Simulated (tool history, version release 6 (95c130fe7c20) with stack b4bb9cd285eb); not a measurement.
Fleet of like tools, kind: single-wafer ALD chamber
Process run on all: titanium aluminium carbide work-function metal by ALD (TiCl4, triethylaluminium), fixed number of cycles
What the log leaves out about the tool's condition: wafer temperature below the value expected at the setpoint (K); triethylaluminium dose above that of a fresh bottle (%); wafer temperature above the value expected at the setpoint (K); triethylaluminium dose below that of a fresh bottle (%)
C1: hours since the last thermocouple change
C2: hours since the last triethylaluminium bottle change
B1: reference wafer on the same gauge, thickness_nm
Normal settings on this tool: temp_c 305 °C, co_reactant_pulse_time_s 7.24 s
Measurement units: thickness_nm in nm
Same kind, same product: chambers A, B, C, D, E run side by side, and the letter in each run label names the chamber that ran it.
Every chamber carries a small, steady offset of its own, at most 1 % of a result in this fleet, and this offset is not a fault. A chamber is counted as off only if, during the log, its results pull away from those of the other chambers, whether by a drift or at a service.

run 1A hour=2.2 | temp_c=305 co_reactant_pulse_time_s=7.24 | C1=1125.6 C2=707.0 | B1=1.9902 | thickness_nm=1.9208
run 2E hour=5.6 | temp_c=305 co_reactant_pulse_time_s=7.24 | C1=73.5 C2=341.4 | B1=1.9912 | thickness_nm=1.9404
run 3D hour=9.6 | temp_c=305 co_reactant_pulse_time_s=7.24 | C1=1875.8 C2=356.1 | B1=1.9890 | thickness_nm=1.9461
run 4C hour=13.8 | temp_c=305 co_reactant_pulse_time_s=7.24 | C1=1025.8 C2=636.4 | B1=1.9893 | thickness_nm=1.9498
run 5B hour=17.3 | temp_c=305 co_reactant_pulse_time_s=7.24 | C1=696.7 C2=1530.4 | B1=1.9901 | thickness_nm=1.9586
run 6E hour=21.6 | temp_c=305 co_reactant_pulse_time_s=7.24 | C1=89.5 C2=357.4 | B1=1.9899 | thickness_nm=1.9356
run 7C hour=24.2 | temp_c=305 co_reactant_pulse_time_s=7.24 | C1=1036.2 C2=646.8 | B1=1.9897 | thickness_nm=1.9595
run 8D hour=26.2 | temp_c=305 co_reactant_pulse_time_s=7.24 | C1=1892.4 C2=372.7 | B1=1.9913 | thickness_nm=1.9473
run 9B hour=29.0 | temp_c=317 co_reactant_pulse_time_s=8.19 | C1=708.4 C2=1542.1 | B1=1.9904 | thickness_nm=2.1024
run 10A hour=30.9 | temp_c=317 co_reactant_pulse_time_s=8.19 | C1=1154.3 C2=735.7 | B1=1.9905 | thickness_nm=2.0718
run 11C hour=32.9 | temp_c=317 co_reactant_pulse_time_s=8.19 | C1=1044.9 C2=655.5 | B1=1.9894 | thickness_nm=2.0926
run 12A hour=34.8 | temp_c=317 co_reactant_pulse_time_s=8.19 | C1=1158.2 C2=739.6 | B1=1.9902 | thickness_nm=2.0758
run 13E hour=38.9 | temp_c=317 co_reactant_pulse_time_s=8.19 | C1=106.8 C2=374.7 | B1=1.9899 | thickness_nm=2.0793
run 14B hour=42.7 | temp_c=316 co_reactant_pulse_time_s=8.47 | C1=722.1 C2=1555.8 | B1=1.9901 | thickness_nm=2.1104
run 15D hour=45.1 | temp_c=316 co_reactant_pulse_time_s=8.47 | C1=1911.3 C2=391.6 | B1=1.9899 | thickness_nm=2.1127
run 16C hour=48.3 | temp_c=316 co_reactant_pulse_time_s=8.47 | C1=1060.3 C2=670.9 | B1=1.9891 | thickness_nm=2.0935
run 17E hour=51.0 | temp_c=316 co_reactant_pulse_time_s=8.47 | C1=118.9 C2=386.8 | B1=1.9897 | thickness_nm=2.0960
run 18B hour=54.0 | temp_c=316 co_reactant_pulse_time_s=8.47 | C1=733.4 C2=1567.1 | B1=1.9900 | thickness_nm=2.1069
-- hour=54.5 chamber A: thermocouple changed; heater temperature recalibrated
run 19A hour=57.7 | temp_c=305 co_reactant_pulse_time_s=7.24 | C1=3.2 C2=762.5 | B1=1.9896 | thickness_nm=1.9192
run 20D hour=61.3 | temp_c=305 co_reactant_pulse_time_s=7.24 | C1=1927.5 C2=407.8 | B1=1.9900 | thickness_nm=1.9618
run 21B hour=64.6 | temp_c=310 co_reactant_pulse_time_s=6.02 | C1=744.0 C2=1577.7 | B1=1.9903 | thickness_nm=1.8956
run 22C hour=67.3 | temp_c=310 co_reactant_pulse_time_s=6.02 | C1=1079.3 C2=689.9 | B1=1.9892 | thickness_nm=1.8557
run 23A hour=69.2 | temp_c=310 co_reactant_pulse_time_s=6.02 | C1=14.7 C2=774.0 | B1=1.9898 | thickness_nm=1.8750
run 24D hour=73.0 | temp_c=310 co_reactant_pulse_time_s=6.02 | C1=1939.2 C2=419.5 | B1=1.9906 | thickness_nm=1.9027
run 25E hour=77.2 | temp_c=310 co_reactant_pulse_time_s=6.02 | C1=145.1 C2=413.0 | B1=1.9897 | thickness_nm=1.8900
run 26D hour=81.1 | temp_c=305 co_reactant_pulse_time_s=7.24 | C1=1947.3 C2=427.6 | B1=1.9906 | thickness_nm=1.9580
run 27C hour=85.2 | temp_c=310 co_reactant_pulse_time_s=7.24 | C1=1097.2 C2=707.8 | B1=1.9881 | thickness_nm=1.9428
run 28E hour=88.2 | temp_c=310 co_reactant_pulse_time_s=7.24 | C1=156.1 C2=424.0 | B1=1.9906 | thickness_nm=1.9827
run 29A hour=92.4 | temp_c=310 co_reactant_pulse_time_s=7.24 | C1=37.9 C2=797.2 | B1=1.9907 | thickness_nm=1.9525
run 30B hour=95.5 | temp_c=310 co_reactant_pulse_time_s=7.24 | C1=774.9 C2=1608.6 | B1=1.9895 | thickness_nm=1.9982
run 31C hour=99.0 | temp_c=310 co_reactant_pulse_time_s=7.24 | C1=1111.0 C2=721.6 | B1=1.9916 | thickness_nm=1.9168
run 32B hour=103.2 | temp_c=305 co_reactant_pulse_time_s=7.24 | C1=782.6 C2=1616.3 | B1=1.9882 | thickness_nm=1.9522
run 33A hour=105.6 | temp_c=305 co_reactant_pulse_time_s=7.24 | C1=51.1 C2=810.4 | B1=1.9897 | thickness_nm=1.9265
run 34E hour=108.0 | temp_c=305 co_reactant_pulse_time_s=7.24 | C1=175.9 C2=443.8 | B1=1.9897 | thickness_nm=1.9265

Read the log: is a single chamber off, either drifting away or since a service, is the gauge that measures every chamber drifting, or is nothing wrong beyond small per-chamber offsets? Name any odd chamber and what most likely caused it.

Chamber C drifts away from the others.
What lies behind it: triethylaluminium dose below that of a fresh bottle (%) = 15.

Here are 4 candidates for chamber C's next run, each the usual settings with a change, their results left as question marks. Which one brings its results back in line with what the others give on the usual settings?
A result is in line if it is within this distance of the other chambers' mean on the usual settings: thickness_nm 0.0200 nm
run 35C-1 hour=111.0 | temp_c=303 co_reactant_pulse_time_s=6.54 | thickness_nm=?
run 35C-2 hour=111.0 | temp_c=307 co_reactant_pulse_time_s=7.94 | thickness_nm=?
run 35C-3 hour=111.0 | temp_c=306 co_reactant_pulse_time_s=7.54 | thickness_nm=?
run 35C-4 hour=111.0 | temp_c=301 co_reactant_pulse_time_s=7.24 | thickness_nm=?

Other chambers, usual settings, mean: thickness_nm 1.9389 nm
run=35C-1 thickness_nm=1.7930
run=35C-2 thickness_nm=1.9324
run=35C-3 thickness_nm=1.8978
run=35C-4 thickness_nm=1.8363
35C-2 is the one that brings the chamber's results back in line with the other chambers.

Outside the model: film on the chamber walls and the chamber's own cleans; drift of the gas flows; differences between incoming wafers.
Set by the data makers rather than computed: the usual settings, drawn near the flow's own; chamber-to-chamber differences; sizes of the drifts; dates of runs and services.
